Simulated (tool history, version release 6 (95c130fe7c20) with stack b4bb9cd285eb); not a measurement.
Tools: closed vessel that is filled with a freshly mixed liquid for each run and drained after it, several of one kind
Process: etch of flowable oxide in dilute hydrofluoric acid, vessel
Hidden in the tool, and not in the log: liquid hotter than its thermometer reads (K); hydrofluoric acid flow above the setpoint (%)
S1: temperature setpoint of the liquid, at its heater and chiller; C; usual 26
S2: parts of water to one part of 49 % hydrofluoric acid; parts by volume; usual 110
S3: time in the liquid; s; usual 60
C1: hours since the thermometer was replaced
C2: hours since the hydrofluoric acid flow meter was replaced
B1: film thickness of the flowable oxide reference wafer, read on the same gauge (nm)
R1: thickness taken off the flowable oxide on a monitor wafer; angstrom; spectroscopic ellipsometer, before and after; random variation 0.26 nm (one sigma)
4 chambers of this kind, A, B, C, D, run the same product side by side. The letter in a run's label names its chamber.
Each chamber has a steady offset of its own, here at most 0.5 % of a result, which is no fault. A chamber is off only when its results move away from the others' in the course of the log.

Run 1C, hour 10.3: usual settings; C1 487.1; C2 666; B1 30.034. Result: R1 306.92 angstrom.
Run 2D, hour 15.3: usual settings; C1 967.6; C2 1251.4; B1 29.991. Result: R1 311.23 angstrom.
Run 3B, hour 20.4: usual settings; C1 205.1; C2 312.7; B1 29.984. Result: R1 306.05 angstrom.
Run 4A, hour 26.6: usual settings; C1 620; C2 395.6; B1 30.013. Result: R1 310.81 angstrom.
Run 5B, hour 31.6: usual settings; C1 216.3; C2 323.9; B1 29.97. Result: R1 303.46 angstrom.
Run 6A, hour 37.4: usual settings; C1 630.8; C2 406.4; B1 29.998. Result: R1 306.3 angstrom.
Run 7D, hour 47.1: usual settings but S2 95 parts by volume; C1 999.4; C2 1283.2; B1 30.008. Result: R1 361.28 angstrom.
Run 8C, hour 52.9: usual settings but S2 95 parts by volume; C1 529.7; C2 708.6; B1 30.003. Result: R1 357.44 angstrom.
Run 9D, hour 62.2: usual settings but S2 95 parts by volume; C1 1014.5; C2 1298.3; B1 29.998. Result: R1 368.16 angstrom.
At hour 66.4: chamber D: hydrofluoric acid flow meter replaced.
Run 10C, hour 71.8: usual settings but S2 95 parts by volume; C1 548.6; C2 727.5; B1 29.999. Result: R1 366.36 angstrom.
Run 11B, hour 82.3: usual settings; C1 267; C2 374.6; B1 30.012. Result: R1 301.02 angstrom.
Run 12A, hour 90.1: usual settings; C1 683.5; C2 459.1; B1 30.014. Result: R1 304.91 angstrom.
Run 13D, hour 95.7: usual settings; C1 1048; C2 29.3; B1 30.005. Result: R1 307.17 angstrom.
Run 14B, hour 100.8: usual settings; C1 285.5; C2 393.1; B1 30.034. Result: R1 303.63 angstrom.
Run 15A, hour 105.6: usual settings; C1 699; C2 474.6; B1 30.017. Result: R1 312.32 angstrom.
Run 16C, hour 111.2: usual settings; C1 588; C2 766.9; B1 30.01. Result: R1 318.45 angstrom.
Run 17D, hour 121.1: usual settings; C1 1073.4; C2 54.7; B1 29.983. Result: R1 311.47 angstrom.
Run 18C, hour 131.5: usual settings but S1 29.5 C, S2 90 parts by volume; C1 608.3; C2 787.2; B1 30.043. Result: R1 455.51 angstrom.
Run 19B, hour 136.6: usual settings but S1 29.5 C, S2 90 parts by volume; C1 321.3; C2 428.9; B1 30. Result: R1 439.29 angstrom.
Run 20A, hour 141.6: usual settings but S1 29.5 C, S2 90 parts by volume; C1 735; C2 510.6; B1 30.019. Result: R1 443.64 angstrom.
Run 21C, hour 147.8: usual settings but S1 29.5 C, S2 90 parts by volume; C1 624.6; C2 803.5; B1 30.009. Result: R1 466.37 angstrom.
Run 22A, hour 158.5: usual settings but S1 23.5 C; C1 751.9; C2 527.5; B1 29.951. Result: R1 282.22 angstrom.
Run 23B, hour 166.1: usual settings but S1 23.5 C; C1 350.8; C2 458.4; B1 30.01. Result: R1 279.95 angstrom.
Run 24D, hour 173.5: usual settings but S1 23.5 C; C1 1125.8; C2 107.1; B1 29.982. Result: R1 279.19 angstrom.
Run 25B, hour 178.5: usual settings but S1 23.5 C; C1 363.2; C2 470.8; B1 29.982. Result: R1 273.25 angstrom.
Run 26C, hour 188.2: usual settings; C1 665; C2 843.9; B1 30.027. Result: R1 335.13 angstrom.
Run 27D, hour 196.4: usual settings; C1 1148.7; C2 130; B1 30.005. Result: R1 306.7 angstrom.
Run 28A, hour 201.2: usual settings; C1 794.6; C2 570.2; B1 29.994. Result: R1 310.03 angstrom.
Run 29D, hour 209.2: usual settings; C1 1161.5; C2 142.8; B1 30.006. Result: R1 305.87 angstrom.
Run 30B, hour 218.6: usual settings; C1 403.3; C2 510.9; B1 30.018. Result: R1 302.5 angstrom.
Run 31A, hour 223.9: usual settings; C1 817.3; C2 592.9; B1 30.06. Result: R1 308.48 angstrom.
Run 32C, hour 233: usual settings; C1 709.8; C2 888.7; B1 30.047. Result: R1 345.42 angstrom.

All 4 chambers run these settings next. Forecast each chamber's results:
Run 33A, hour 240.9: usual settings but S2 125 parts by volume. Result: R1 ?.
Run 33B, hour 240.9: usual settings but S2 125 parts by volume. Result: R1 ?.
Run 33C, hour 240.9: usual settings but S2 125 parts by volume. Result: R1 ?.
Run 33D, hour 240.9: usual settings but S2 125 parts by volume. Result: R1 ?.

run      R1
33A  264.39
33B  263.43
33C     301
33D  264.81
